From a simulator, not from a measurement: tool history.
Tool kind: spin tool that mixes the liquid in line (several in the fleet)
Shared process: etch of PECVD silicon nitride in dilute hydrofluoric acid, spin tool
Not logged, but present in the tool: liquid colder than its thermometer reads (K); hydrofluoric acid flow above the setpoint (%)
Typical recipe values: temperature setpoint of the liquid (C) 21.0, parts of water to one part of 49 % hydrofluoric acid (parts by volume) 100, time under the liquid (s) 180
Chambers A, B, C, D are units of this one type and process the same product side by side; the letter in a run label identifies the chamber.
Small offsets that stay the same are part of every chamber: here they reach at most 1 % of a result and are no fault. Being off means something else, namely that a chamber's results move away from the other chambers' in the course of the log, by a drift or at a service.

run   hour  temperature setpoint of the liquid (C)  parts of water to one part of 49 % hydrofluoric acid (parts by volume)  time under the liquid (s)  hours since the thermometer was replaced  hours since the hydrofluoric acid flow meter was replaced  read-back film thickness of the PECVD silicon nitride reference wafer, read on the same gauge (nm)  thickness taken off the PECVD silicon nitride on a monitor wafer (angstrom)
 1B    5.4                                    21.0                                                                     100                        180                                    1587.1                                                      995.1                                                                                              90.036                                                                       70.130
 2A   10.6                                    21.0                                                                     100                        180                                    1512.3                                                     1074.3                                                                                              89.978                                                                       70.660
 3C   14.3                                    21.0                                                                     100                        180                                     146.5                                                      281.8                                                                                              90.022                                                                       69.533
 4D   18.2                                    21.0                                                                     100                        180                                     698.9                                                     1158.7                                                                                              89.950                                                                       69.849
 5B   23.0                                    21.0                                                                     100                        180                                    1604.7                                                     1012.7                                                                                              90.049                                                                       70.447
 6A   26.9                                    21.0                                                                     100                        180                                    1528.6                                                     1090.6                                                                                              89.956                                                                       69.904
 7D   30.5                                    21.0                                                                     100                        180                                     711.2                                                     1171.0                                                                                              89.994                                                                       68.973
 8C   35.9                                    21.0                                                                     100                        180                                     168.1                                                      303.4                                                                                              90.020                                                                       69.078
 9A   39.2                                    21.0                                                                     100                        180                                    1540.9                                                     1102.9                                                                                              89.955                                                                       70.359
10B   43.3                                    21.0                                                                      60                        180                                    1625.0                                                     1033.0                                                                                              90.011                                                                      116.490
11C   48.1                                    21.0                                                                      60                        180                                     180.3                                                      315.6                                                                                              90.014                                                                      111.660
12D   51.5                                    21.0                                                                      60                        180                                     732.2                                                     1192.0                                                                                              89.960                                                                      112.940
13C   55.2                                    21.0                                                                      60                        180                                     187.4                                                      322.7                                                                                              90.036                                                                      112.140
14D   58.0                                    21.0                                                                     100                        180                                     738.7                                                     1198.5                                                                                              89.985                                                                       69.410
15B   62.6                                    21.0                                                                     100                        180                                    1644.3                                                     1052.3                                                                                              89.998                                                                       70.161
16A   67.7                                    21.0                                                                     100                        180                                    1569.4                                                     1131.4                                                                                              90.024                                                                       71.224
17C   72.3                                    21.0                                                                     100                        180                                     204.5                                                      339.8                                                                                              90.018                                                                       68.201
18D   75.0                                    17.0                                                                     125                        180                                     755.7                                                     1215.5                                                                                              90.021                                                                       42.388
19B   77.8                                    17.0                                                                     125                        180                                    1659.5                                                     1067.5                                                                                              89.993                                                                       42.920
      78.0  -- chamber D: hydrofluoric acid flow meter replaced
20A   83.0                                    17.0                                                                     125                        180                                    1584.7                                                     1146.7                                                                                              89.992                                                                       43.716
21C   86.9                                    17.0                                                                     125                        180                                     219.1                                                      354.4                                                                                              90.001                                                                       41.267
22D   89.9                                    21.0                                                                     100                        180                                     770.6                                                       11.9                                                                                              90.008                                                                       69.562
23B   94.7                                    21.0                                                                     100                        180                                    1676.4                                                     1084.4                                                                                              90.011                                                                       70.235
24A   97.2                                    21.0                                                                     100                        180                                    1598.9                                                     1160.9                                                                                              90.005                                                                       70.825
25B  101.7                                    21.0                                                                     100                        180                                    1683.4                                                     1091.4                                                                                              90.003                                                                       70.864
26A  104.4                                    21.0                                                                     100                        180                                    1606.1                                                     1168.1                                                                                              89.984                                                                       70.400
27C  107.6                                    21.0                                                                     100                        180                                     239.8                                                      375.1                                                                                              90.009                                                                       66.473
28D  111.1                                    21.0                                                                     100                        180                                     791.8                                                       33.1                                                                                              90.015                                                                       68.986
29A  116.1                                    21.0                                                                     100                        180                                    1617.8                                                     1179.8                                                                                              90.030                                                                       69.903
30C  119.2                                    19.5                                                                     100                        180                                     251.4                                                      386.7                                                                                              90.027                                                                       59.596
31D  124.1                                    19.5                                                                     100                        180                                     804.8                                                       46.1                                                                                              89.981                                                                       62.514
32B  128.2                                    19.5                                                                     100                        180                                    1709.9                                                     1117.9                                                                                              89.988                                                                       63.692

The same settings go to every chamber for the next run, one line per chamber below. Forecast the results for each:
33A  132.2                                    21.0                                                                     100                        180                                                                                                                                                                                                                                                                                     ?
33B  132.2                                    21.0                                                                     100                        180                                                                                                                                                                                                                                                                                     ?
33C  132.2                                    21.0                                                                     100                        180                                                                                                                                                                                                                                                                                     ?
33D  132.2                                    21.0                                                                     100                        180                                                                                                                                                                                                                                                                                     ?

run  thickness taken off the PECVD silicon nitride on a monitor wafer (angstrom)
33A                                                                       70.968
33B                                                                       69.861
33C                                                                       65.435
33D                                                                       69.504

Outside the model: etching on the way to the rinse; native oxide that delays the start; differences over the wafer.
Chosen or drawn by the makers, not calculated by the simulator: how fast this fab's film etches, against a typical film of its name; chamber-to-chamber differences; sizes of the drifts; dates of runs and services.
